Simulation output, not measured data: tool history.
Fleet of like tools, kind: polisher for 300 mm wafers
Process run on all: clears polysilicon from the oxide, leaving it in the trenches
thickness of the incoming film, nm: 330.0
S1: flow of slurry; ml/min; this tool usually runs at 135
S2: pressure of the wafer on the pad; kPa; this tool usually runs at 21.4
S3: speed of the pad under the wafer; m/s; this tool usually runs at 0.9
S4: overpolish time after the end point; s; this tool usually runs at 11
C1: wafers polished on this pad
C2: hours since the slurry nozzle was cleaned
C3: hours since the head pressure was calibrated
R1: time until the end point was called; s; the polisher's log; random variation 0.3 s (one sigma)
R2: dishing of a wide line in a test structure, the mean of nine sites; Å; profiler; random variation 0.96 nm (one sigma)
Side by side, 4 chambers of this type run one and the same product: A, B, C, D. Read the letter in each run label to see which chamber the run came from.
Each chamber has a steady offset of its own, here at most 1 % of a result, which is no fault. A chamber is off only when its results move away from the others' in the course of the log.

| run | hour | S1 | S2 | S3 | S4 | C1 | C2 | C3 | R1 | R2 |
|---|---|---|---|---|---|---|---|---|---|---|
|  | 6.6 | chamber D: slurry nozzle cleaned |
| 1B | 9.6 | 135 | 21.4 | 0.9 | 11 | 483 | 198.1 | 967.6 | 25.721 | 453.25 |
| 2D | 25.6 | 135 | 21.4 | 0.9 | 11 | 685 | 19.0 | 159.1 | 25.652 | 424.70 |
| 3C | 34.1 | 135 | 21.4 | 0.9 | 11 | 833 | 121.0 | 475.5 | 26.428 | 460.04 |
| 4A | 46.2 | 135 | 21.4 | 0.9 | 11 | 984 | 151.3 | 370.7 | 26.018 | 432.90 |
|  | 48.8 | chamber B: worn pad replaced by a new one |
|  | 56.4 | chamber A: worn pad replaced by a new one |
| 5B | 60.9 | 135 | 21.4 | 0.9 | 11 | 84 | 249.4 | 1018.9 | 25.611 | 446.98 |
| 6D | 71.2 | 135 | 21.4 | 0.9 | 11 | 1003 | 64.6 | 204.7 | 26.157 | 450.17 |
| 7C | 79.1 | 135 | 21.4 | 0.9 | 11 | 1147 | 166.0 | 520.5 | 26.389 | 457.26 |
|  | 84.9 | chamber C: worn pad replaced by a new one |
| 8A | 91.4 | 135 | 21.4 | 0.9 | 11 | 244 | 196.5 | 415.9 | 25.792 | 460.50 |
|  | 94.4 | chamber D: worn pad replaced by a new one |
| 9A | 106.1 | 135 | 21.4 | 0.9 | 11 | 346 | 211.2 | 430.6 | 25.372 | 445.82 |
| 10C | 117.1 | 135 | 21.4 | 0.9 | 11 | 225 | 204.0 | 558.5 | 26.145 | 447.59 |
| 11B | 126.7 | 135 | 24.1 | 0.9 | 6 | 543 | 315.2 | 1084.7 | 23.119 | 379.33 |
|  | 131.6 | chamber C: slurry nozzle cleaned |
| 12D | 139.9 | 135 | 24.1 | 0.9 | 6 | 318 | 133.3 | 273.4 | 22.811 | 390.38 |
|  | 141.7 | chamber B: worn pad replaced by a new one |
| 13B | 150.0 | 135 | 24.1 | 0.9 | 6 | 58 | 338.5 | 1108.0 | 23.045 | 397.27 |
| 14A | 165.1 | 135 | 24.1 | 0.9 | 6 | 758 | 270.2 | 489.6 | 22.628 | 391.11 |
|  | 165.7 | chamber B: head pressure recalibrated |
| 15C | 173.0 | 115 | 21.4 | 0.9 | 6 | 615 | 41.5 | 614.4 | 26.556 | 378.21 |
|  | 178.5 | chamber A: worn pad replaced by a new one |
| 16D | 188.9 | 115 | 21.4 | 0.9 | 6 | 659 | 182.3 | 322.4 | 27.025 | 364.66 |
| 17D | 201.7 | 115 | 21.4 | 0.9 | 6 | 749 | 195.1 | 335.2 | 27.046 | 379.14 |
| 18A | 209.9 | 115 | 21.4 | 0.9 | 6 | 219 | 315.0 | 534.4 | 26.694 | 364.38 |
| 19B | 219.0 | 135 | 21.4 | 0.9 | 11 | 539 | 407.5 | 53.3 | 26.330 | 437.00 |
| 20C | 234.3 | 135 | 21.4 | 0.9 | 11 | 1042 | 102.8 | 675.7 | 25.217 | 447.68 |
| 21B | 245.4 | 135 | 21.4 | 0.9 | 11 | 723 | 433.9 | 79.7 | 25.982 | 454.28 |
|  | 245.9 | chamber C: worn pad replaced by a new one |
|  | 250.0 | chamber B: worn pad replaced by a new one |
| 22D | 254.7 | 135 | 21.4 | 0.9 | 11 | 1118 | 248.1 | 388.2 | 26.165 | 435.74 |
| 23A | 265.4 | 135 | 21.4 | 0.9 | 11 | 606 | 370.5 | 589.9 | 25.460 | 435.99 |
|  | 271.3 | chamber D: worn pad replaced by a new one |
| 24C | 275.7 | 135 | 21.4 | 0.9 | 11 | 208 | 144.2 | 717.1 | 25.372 | 457.49 |
| 25C | 284.4 | 135 | 21.4 | 0.9 | 11 | 269 | 152.9 | 725.8 | 25.214 | 449.90 |
| 26D | 292.9 | 135 | 21.4 | 0.9 | 11 | 151 | 286.3 | 426.4 | 25.354 | 446.38 |
|  | 298.2 | chamber D: head pressure recalibrated |
| 27B | 303.1 | 135 | 21.4 | 0.9 | 11 | 370 | 491.6 | 137.4 | 26.183 | 430.02 |
| 28A | 316.0 | 135 | 21.4 | 0.9 | 11 | 959 | 421.1 | 640.5 | 25.359 | 438.73 |
|  | 319.4 | chamber A: worn pad replaced by a new one |
| 29D | 329.0 | 135 | 21.4 | 0.9 | 11 | 403 | 322.4 | 30.8 | 25.859 | 441.87 |
| 30C | 337.2 | 135 | 21.4 | 0.9 | 11 | 637 | 205.7 | 778.6 | 25.078 | 444.20 |
|  | 340.1 | chamber C: slurry nozzle cleaned |
|  | 349.7 | chamber B: worn pad replaced by a new one |
| 31A | 352.4 | 135 | 21.4 | 0.9 | 11 | 230 | 457.5 | 676.9 | 25.527 | 450.01 |
| 32B | 359.8 | 135 | 21.4 | 0.9 | 11 | 70 | 548.3 | 194.1 | 26.377 | 435.18 |
| 33C | 371.2 | 135 | 21.4 | 0.9 | 11 | 874 | 31.1 | 812.6 | 24.514 | 448.90 |
| 34D | 379.5 | 135 | 21.4 | 0.9 | 11 | 755 | 372.9 | 81.3 | 25.990 | 456.39 |
| 35B | 390.0 | 135 | 21.4 | 0.9 | 11 | 281 | 578.5 | 224.3 | 25.823 | 434.04 |
| 36A | 401.3 | 135 | 21.4 | 0.9 | 11 | 571 | 506.4 | 725.8 | 25.444 | 423.01 |
| 37B | 411.8 | 135 | 21.4 | 0.9 | 11 | 433 | 600.3 | 246.1 | 25.592 | 424.95 |

What goes on in this fleet: one chamber off, a drifting gauge, or nothing beyond the chambers' own small offsets? Name the chamber and the cause, if any.

One chamber, C, drifts off from the rest bit by bit.
Most likely cause: head's pressure above its setpoint, % = 6.97.

Below are 4 candidate recipes for chamber C's next run, each the usual settings with a change, their results shown as question marks. Which of them brings C's results back in line with what the other chambers give on the usual settings?
Allowed miss from the other chambers' usual-settings mean, per result, to count as in line: R1 1.000 s; R2 34.00 Å
| 38C-1 | 423.6 | 135 | 20.7 | 0.88 | 10 |  |  |  | ? | ? |
| 38C-2 | 423.6 | 135 | 22.8 | 0.96 | 12 |  |  |  | ? | ? |
| 38C-3 | 423.6 | 135 | 20.0 | 0.84 | 10 |  |  |  | ? | ? |
| 38C-4 | 423.6 | 135 | 22.1 | 0.92 | 12 |  |  |  | ? | ? |

Usual-settings mean across the other chambers: R1 25.851 s; R2 443.06 Å
| run | R1 | R2 |
|---|---|---|
| 38C-1 | 25.792 | 433.77 |
| 38C-2 | 21.467 | 455.28 |
| 38C-3 | 27.970 | 426.53 |
| 38C-4 | 23.113 | 452.30 |
38C-1 is the one that brings the chamber's results back in line with the other chambers.
